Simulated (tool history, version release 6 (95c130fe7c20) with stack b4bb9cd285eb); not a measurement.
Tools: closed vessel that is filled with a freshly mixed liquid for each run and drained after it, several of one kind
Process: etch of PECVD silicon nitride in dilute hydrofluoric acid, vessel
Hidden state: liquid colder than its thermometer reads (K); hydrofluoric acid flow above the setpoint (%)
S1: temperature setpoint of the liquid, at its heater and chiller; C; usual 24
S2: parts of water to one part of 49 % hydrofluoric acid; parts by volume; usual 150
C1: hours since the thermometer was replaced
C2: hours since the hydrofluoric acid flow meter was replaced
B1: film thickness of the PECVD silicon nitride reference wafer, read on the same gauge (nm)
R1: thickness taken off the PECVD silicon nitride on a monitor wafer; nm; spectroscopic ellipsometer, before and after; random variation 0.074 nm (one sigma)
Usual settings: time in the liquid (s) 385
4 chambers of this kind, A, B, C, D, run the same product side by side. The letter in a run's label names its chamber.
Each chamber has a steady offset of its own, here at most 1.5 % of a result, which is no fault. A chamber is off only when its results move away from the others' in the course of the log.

{"run": "1B", "hour": 14.4, "S1": 24, "S2": 150, "time in the liquid (s)": 385, "C1": 108.7, "C2": 1349.7, "B1": 70.01, "R1": 11.702}
{"run": "2C", "hour": 21.6, "S1": 24, "S2": 150, "time in the liquid (s)": 385, "C1": 60.4, "C2": 947.6, "B1": 69.993, "R1": 11.567}
{"run": "3D", "hour": 31.5, "S1": 24, "S2": 150, "time in the liquid (s)": 385, "C1": 801.1, "C2": 931.9, "B1": 70.035, "R1": 11.39}
{"run": "4A", "hour": 41.4, "S1": 24, "S2": 150, "time in the liquid (s)": 385, "C1": 298.0, "C2": 2341.2, "B1": 70.006, "R1": 11.391}
{"run": "5B", "hour": 50.7, "S1": 24, "S2": 150, "time in the liquid (s)": 385, "C1": 145.0, "C2": 1386.0, "B1": 70.011, "R1": 11.802}
{"run": "6C", "hour": 66.7, "S1": 24, "S2": 150, "time in the liquid (s)": 385, "C1": 105.5, "C2": 992.7, "B1": 70.015, "R1": 11.5}
{"run": "7A", "hour": 76.9, "S1": 28, "S2": 150, "time in the liquid (s)": 385, "C1": 333.5, "C2": 2376.7, "B1": 69.999, "R1": 14.828}
{"run": "8D", "hour": 91.8, "S1": 28, "S2": 150, "time in the liquid (s)": 385, "C1": 861.4, "C2": 992.2, "B1": 70.042, "R1": 14.763}
{"hour": 93.9, "done": "chamber A: hydrofluoric acid flow meter replaced"}
{"run": "9D", "hour": 102.2, "S1": 28, "S2": 150, "time in the liquid (s)": 385, "C1": 871.8, "C2": 1002.6, "B1": 69.988, "R1": 14.926}
{"run": "10B", "hour": 111.2, "S1": 28, "S2": 150, "time in the liquid (s)": 385, "C1": 205.5, "C2": 1446.5, "B1": 70.011, "R1": 15.019}
{"run": "11A", "hour": 127.3, "S1": 24, "S2": 150, "time in the liquid (s)": 385, "C1": 383.9, "C2": 33.5, "B1": 69.957, "R1": 11.401}
{"run": "12C", "hour": 141.6, "S1": 21, "S2": 85, "time in the liquid (s)": 385, "C1": 180.4, "C2": 1067.6, "B1": 69.975, "R1": 16.622}
{"run": "13A", "hour": 152.5, "S1": 21, "S2": 85, "time in the liquid (s)": 385, "C1": 409.1, "C2": 58.7, "B1": 70.019, "R1": 16.491}
{"run": "14D", "hour": 161.1, "S1": 21, "S2": 85, "time in the liquid (s)": 385, "C1": 930.7, "C2": 1061.5, "B1": 70.028, "R1": 16.646}
{"run": "15B", "hour": 175.6, "S1": 21, "S2": 85, "time in the liquid (s)": 385, "C1": 269.9, "C2": 1510.9, "B1": 69.985, "R1": 16.957}
{"run": "16C", "hour": 187.6, "S1": 24, "S2": 150, "time in the liquid (s)": 385, "C1": 226.4, "C2": 1113.6, "B1": 70.018, "R1": 11.501}
{"run": "17C", "hour": 196.0, "S1": 24, "S2": 150, "time in the liquid (s)": 385, "C1": 234.8, "C2": 1122.0, "B1": 69.988, "R1": 11.359}
{"run": "18D", "hour": 210.9, "S1": 24, "S2": 150, "time in the liquid (s)": 385, "C1": 980.5, "C2": 1111.3, "B1": 69.983, "R1": 11.782}
{"run": "19A", "hour": 225.2, "S1": 24, "S2": 150, "time in the liquid (s)": 385, "C1": 481.8, "C2": 131.4, "B1": 69.983, "R1": 11.375}
{"run": "20B", "hour": 239.9, "S1": 24, "S2": 150, "time in the liquid (s)": 385, "C1": 334.2, "C2": 1575.2, "B1": 70.009, "R1": 11.623}
{"run": "21B", "hour": 251.5, "S1": 24, "S2": 150, "time in the liquid (s)": 385, "C1": 345.8, "C2": 1586.8, "B1": 69.988, "R1": 11.77}
{"run": "22C", "hour": 267.7, "S1": 24, "S2": 150, "time in the liquid (s)": 385, "C1": 306.5, "C2": 1193.7, "B1": 69.964, "R1": 11.531}
{"run": "23D", "hour": 279.6, "S1": 24, "S2": 215, "time in the liquid (s)": 385, "C1": 1049.2, "C2": 1180.0, "B1": 69.963, "R1": 8.3811}
{"hour": 290.5, "done": "chamber D: thermometer replaced"}
{"run": "24A", "hour": 291.2, "S1": 24, "S2": 215, "time in the liquid (s)": 385, "C1": 547.8, "C2": 197.4, "B1": 69.996, "R1": 8.0509}
{"run": "25D", "hour": 304.8, "S1": 24, "S2": 215, "time in the liquid (s)": 385, "C1": 14.3, "C2": 1205.2, "B1": 70.025, "R1": 8.3634}
{"run": "26A", "hour": 315.1, "S1": 24, "S2": 215, "time in the liquid (s)": 385, "C1": 571.7, "C2": 221.3, "B1": 69.991, "R1": 8.0403}
{"run": "27C", "hour": 324.6, "S1": 24, "S2": 150, "time in the liquid (s)": 385, "C1": 363.4, "C2": 1250.6, "B1": 69.993, "R1": 11.332}
{"run": "28B", "hour": 338.7, "S1": 24, "S2": 150, "time in the liquid (s)": 385, "C1": 433.0, "C2": 1674.0, "B1": 69.996, "R1": 11.658}
{"run": "29C", "hour": 349.7, "S1": 24, "S2": 150, "time in the liquid (s)": 385, "C1": 388.5, "C2": 1275.7, "B1": 70.042, "R1": 11.53}

Is one chamber off against the others, does the gauge drift, or is nothing wrong? If a chamber is off, say which, and what the likeliest cause is.

Chamber D drifts away from the others.
Cause: hydrofluoric acid flow above the setpoint (%) = 6.36.

Here are 4 candidates for chamber D's next run, each the usual settings with a change, their results left as question marks. Which one brings its results back in line with what the others give on the usual settings?
In line means no further than this from the other chambers' mean on the usual settings: R1 0.2600 nm
{"run": "30D-1", "hour": 361.6, "S1": 23.5, "S2": 160, "time in the liquid (s)": 385, "R1": "?"}
{"run": "30D-2", "hour": 361.6, "S1": 24.5, "S2": 150, "time in the liquid (s)": 415, "R1": "?"}
{"run": "30D-3", "hour": 361.6, "S1": 24.0, "S2": 155, "time in the liquid (s)": 375, "R1": "?"}
{"run": "30D-4", "hour": 361.6, "S1": 24.5, "S2": 145, "time in the liquid (s)": 385, "R1": "?"}

The other chambers' mean on the usual settings: R1 11.5330 nm
run=30D-1 R1=11.1710
run=30D-2 R1=13.7220
run=30D-3 R1=11.6090
run=30D-4 R1=13.1730
30D-3 brings the chamber back in line.
